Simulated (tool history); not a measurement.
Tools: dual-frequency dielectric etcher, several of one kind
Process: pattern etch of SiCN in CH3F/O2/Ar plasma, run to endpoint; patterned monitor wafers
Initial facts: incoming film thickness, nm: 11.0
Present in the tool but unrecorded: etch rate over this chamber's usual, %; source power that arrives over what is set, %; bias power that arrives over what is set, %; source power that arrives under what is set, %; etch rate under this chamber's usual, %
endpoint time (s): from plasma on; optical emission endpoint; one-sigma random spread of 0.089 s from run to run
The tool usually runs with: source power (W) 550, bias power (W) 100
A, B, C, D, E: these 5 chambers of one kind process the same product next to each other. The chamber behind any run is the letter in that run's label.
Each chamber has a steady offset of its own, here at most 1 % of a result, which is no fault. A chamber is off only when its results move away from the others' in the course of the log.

| run | hour | source power (W) | bias power (W) | hours since the last wet clean | hours since the last source power generator calibration | hours since the last bias power generator calibration | endpoint time (s) |
|---|---|---|---|---|---|---|---|
| 1E | 8.3 | 550 | 100 | 187.5 | 1005.4 | 1552.5 | 23.207 |
|  | 9.4 | chamber D: wet clean of the chamber |
| 2D | 20.6 | 550 | 100 | 11.2 | 531.1 | 1660 | 23.087 |
| 3B | 32.9 | 550 | 100 | 123.3 | 1749.2 | 1072.8 | 23.315 |
| 4C | 47.4 | 550 | 100 | 128.6 | 2138.2 | 723.2 | 22.869 |
| 5A | 55.6 | 550 | 100 | 118.3 | 369 | 1988.4 | 23.205 |
| 6C | 71.2 | 550 | 100 | 152.4 | 2162 | 747 | 23.184 |
| 7E | 87.4 | 550 | 100 | 266.6 | 1084.5 | 1631.6 | 23.3 |
| 8B | 104 | 550 | 100 | 194.4 | 1820.3 | 1143.9 | 23.318 |
| 9D | 112.2 | 550 | 100 | 102.8 | 622.7 | 1751.6 | 23.147 |
|  | 120.7 | chamber A: bias power generator calibrated |
| 10A | 126.1 | 550 | 100 | 188.8 | 439.5 | 5.4 | 23.36 |
| 11A | 139.9 | 430 | 100 | 202.6 | 453.3 | 19.2 | 25.238 |
| 12B | 147.8 | 430 | 100 | 238.2 | 1864.1 | 1187.7 | 25.56 |
| 13D | 158 | 430 | 100 | 148.6 | 668.5 | 1797.4 | 25.355 |
| 14E | 166.2 | 430 | 100 | 345.4 | 1163.3 | 1710.4 | 25.35 |
| 15C | 178.2 | 430 | 100 | 259.4 | 2269 | 854 | 25.151 |
| 16D | 189.2 | 550 | 100 | 179.8 | 699.7 | 1828.6 | 23.021 |
| 17A | 203.5 | 550 | 100 | 266.2 | 516.9 | 82.8 | 23.225 |
| 18C | 211.7 | 550 | 100 | 292.9 | 2302.5 | 887.5 | 22.981 |
| 19E | 219.5 | 550 | 100 | 398.7 | 1216.6 | 1763.7 | 23.315 |
| 20B | 228.8 | 550 | 121 | 319.2 | 1945.1 | 1268.7 | 21.529 |
| 21E | 239.1 | 550 | 121 | 418.3 | 1236.2 | 1783.3 | 21.751 |
| 22C | 251.9 | 550 | 121 | 333.1 | 2342.7 | 927.7 | 21.466 |
|  | 262.2 | chamber E: wet clean of the chamber |
| 23A | 264.8 | 550 | 121 | 327.5 | 578.2 | 144.1 | 21.619 |
| 24D | 272.7 | 550 | 121 | 263.3 | 783.2 | 1912.1 | 21.61 |
| 25B | 283.5 | 550 | 100 | 373.9 | 1999.8 | 1323.4 | 23.354 |
| 26B | 298.1 | 550 | 100 | 388.5 | 2014.4 | 1338 | 23.336 |
|  | 305.1 | chamber C: source power generator calibrated |
| 27A | 310.6 | 550 | 100 | 373.3 | 624 | 189.9 | 23.206 |
| 28E | 321 | 470 | 123 | 58.8 | 1318.1 | 1865.2 | 23.454 |
|  | 325 | chamber A: wet clean of the chamber |
| 29D | 337 | 470 | 123 | 327.6 | 847.5 | 1976.4 | 22.66 |
| 30C | 346.9 | 470 | 123 | 428.1 | 41.8 | 1022.7 | 22.54 |
|  | 358 | chamber C: wet clean of the chamber |
| 31D | 361.9 | 470 | 123 | 352.5 | 872.4 | 2001.3 | 22.718 |
|  | 372.3 | chamber B: wet clean of the chamber |
| 32B | 375.7 | 470 | 123 | 3.4 | 2092 | 1415.6 | 22.743 |
| 33A | 385.2 | 550 | 100 | 60.2 | 698.6 | 264.5 | 23.163 |
| 34C | 392.9 | 550 | 113 | 34.9 | 87.8 | 1068.7 | 21.913 |
| 35E | 409.4 | 550 | 113 | 147.2 | 1406.5 | 1953.6 | 22.937 |
| 36E | 417.6 | 550 | 113 | 155.4 | 1414.7 | 1961.8 | 23.075 |
| 37A | 433.5 | 550 | 113 | 108.5 | 746.9 | 312.8 | 22.103 |
| 38C | 444 | 550 | 113 | 86 | 138.9 | 1119.8 | 21.992 |
| 39B | 455.2 | 550 | 100 | 82.9 | 2171.5 | 1495.1 | 23.205 |
| 40D | 466.2 | 550 | 100 | 456.8 | 976.7 | 2105.6 | 23.302 |
| 41B | 477.2 | 460 | 100 | 104.9 | 2193.5 | 1517.1 | 24.776 |

Decide between three cases: one chamber stands off from its peers, the gauge reading all wafers drifts, or nothing is wrong past each chamber's small offset. Where a chamber is off, say which and what most likely put it there.

Chamber E came out of a service off from its peers and stayed that way.
What lies behind it: etch rate under this chamber's usual, % = 3.56.

Below are 4 candidate recipes for chamber E's next run, each the usual settings with a change, their results shown as question marks. Which of them brings E's results back in line with what the other chambers give on the usual settings?
To be in line, a result may differ from the other chambers' mean on the usual settings by at most: endpoint time (s) 0.31
| 42E-1 | 489.1 | 620 | 112 |  |  |  | ? |
| 42E-2 | 489.1 | 580 | 105 |  |  |  | ? |
| 42E-3 | 489.1 | 520 | 95 |  |  |  | ? |
| 42E-4 | 489.1 | 440 | 100 |  |  |  | ? |

On the usual settings, the other chambers give on average: endpoint time (s) 23.144
| run | endpoint time (s) |
|---|---|
| 42E-1 | 22.175 |
| 42E-2 | 23.281 |
| 42E-3 | 25.156 |
| 42E-4 | 26.237 |
42E-2 puts the chamber back in line with the other chambers.
